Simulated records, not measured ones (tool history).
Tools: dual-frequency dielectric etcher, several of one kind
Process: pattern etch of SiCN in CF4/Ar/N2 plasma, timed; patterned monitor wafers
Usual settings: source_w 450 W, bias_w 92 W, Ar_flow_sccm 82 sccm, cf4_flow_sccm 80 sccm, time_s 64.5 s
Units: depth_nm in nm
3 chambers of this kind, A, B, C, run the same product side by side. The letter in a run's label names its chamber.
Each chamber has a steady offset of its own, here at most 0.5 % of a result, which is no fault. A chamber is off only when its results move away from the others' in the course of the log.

run,hour,source_w,bias_w,Ar_flow_sccm,cf4_flow_sccm,time_s,"read-back reference wafer on the same gauge, depth_nm",depth_nm
1A,4.9,450,92,82,80,64.5,51.511,63.297
# hour 7.3: chamber C: CF4 flow controller replaced
2B,10.5,450,92,82,80,64.5,51.494,63.025
3C,15.1,450,92,82,80,64.5,51.513,63.455
4C,20.7,450,92,82,80,64.5,51.473,63.195
5B,26.7,450,92,82,80,64.5,51.511,62.908
6A,32.6,450,92,82,80,64.5,51.505,63.477
7B,38.4,450,92,82,80,64.5,51.501,63.128
8A,42.0,450,92,82,80,64.5,51.494,63.645
9C,48.1,450,92,82,80,64.5,51.483,63.588
10C,54.3,450,92,82,80,64.5,51.507,63.471
11A,57.2,450,92,82,80,64.5,51.507,63.208
12B,63.0,450,92,82,80,64.5,51.515,63.019
13B,66.1,450,84,82,80,64.5,51.496,60.875
14C,70.4,450,84,82,80,64.5,51.475,61.397
15A,75.5,450,84,82,80,64.5,51.490,61.489
16A,78.9,450,92,82,80,64.5,51.507,63.515
17B,82.4,450,92,82,80,64.5,51.521,62.746
18C,88.1,350,92,82,71,64.5,51.488,50.177
19B,91.5,350,92,82,71,64.5,51.485,49.898
20A,96.6,350,92,82,71,64.5,51.479,50.265
21C,101.3,450,92,82,80,64.5,51.472,63.253
22C,104.4,450,92,82,80,64.5,51.495,63.216
23B,108.3,450,92,82,80,64.5,51.506,63.019
24A,111.5,450,92,82,80,64.5,51.506,63.281
25B,118.1,450,92,82,80,64.5,51.494,62.800
26C,122.4,450,92,82,80,64.5,51.497,63.495
27A,125.3,450,92,82,80,64.5,51.472,63.457
28A,130.2,450,92,82,80,64.5,51.478,63.382
29C,136.5,340,92,89,80,64.5,51.507,49.330
30B,142.4,340,92,89,80,64.5,51.515,48.806
31C,149.0,340,92,89,80,64.5,51.507,49.073
32A,155.1,450,92,82,80,64.5,51.480,63.289
33B,161.0,450,92,82,80,64.5,51.503,62.680
# hour 164.1: chamber A: wet clean of the chamber
34C,165.1,450,92,82,80,64.5,51.514,63.079
35A,171.3,530,92,82,91,64.5,51.487,74.303
36B,174.4,530,92,82,91,64.5,51.508,73.790
37A,178.2,530,92,82,91,64.5,51.504,74.325
38B,183.2,450,92,82,80,64.5,51.508,62.882

Next, every chamber runs the same settings. What will each give?
39A,187.9,450,92,82,80,64.5,,?
39B,187.9,450,92,82,80,64.5,,?
39C,187.9,450,92,82,80,64.5,,?

run,depth_nm
39A,63.314
39B,63.030
39C,63.343

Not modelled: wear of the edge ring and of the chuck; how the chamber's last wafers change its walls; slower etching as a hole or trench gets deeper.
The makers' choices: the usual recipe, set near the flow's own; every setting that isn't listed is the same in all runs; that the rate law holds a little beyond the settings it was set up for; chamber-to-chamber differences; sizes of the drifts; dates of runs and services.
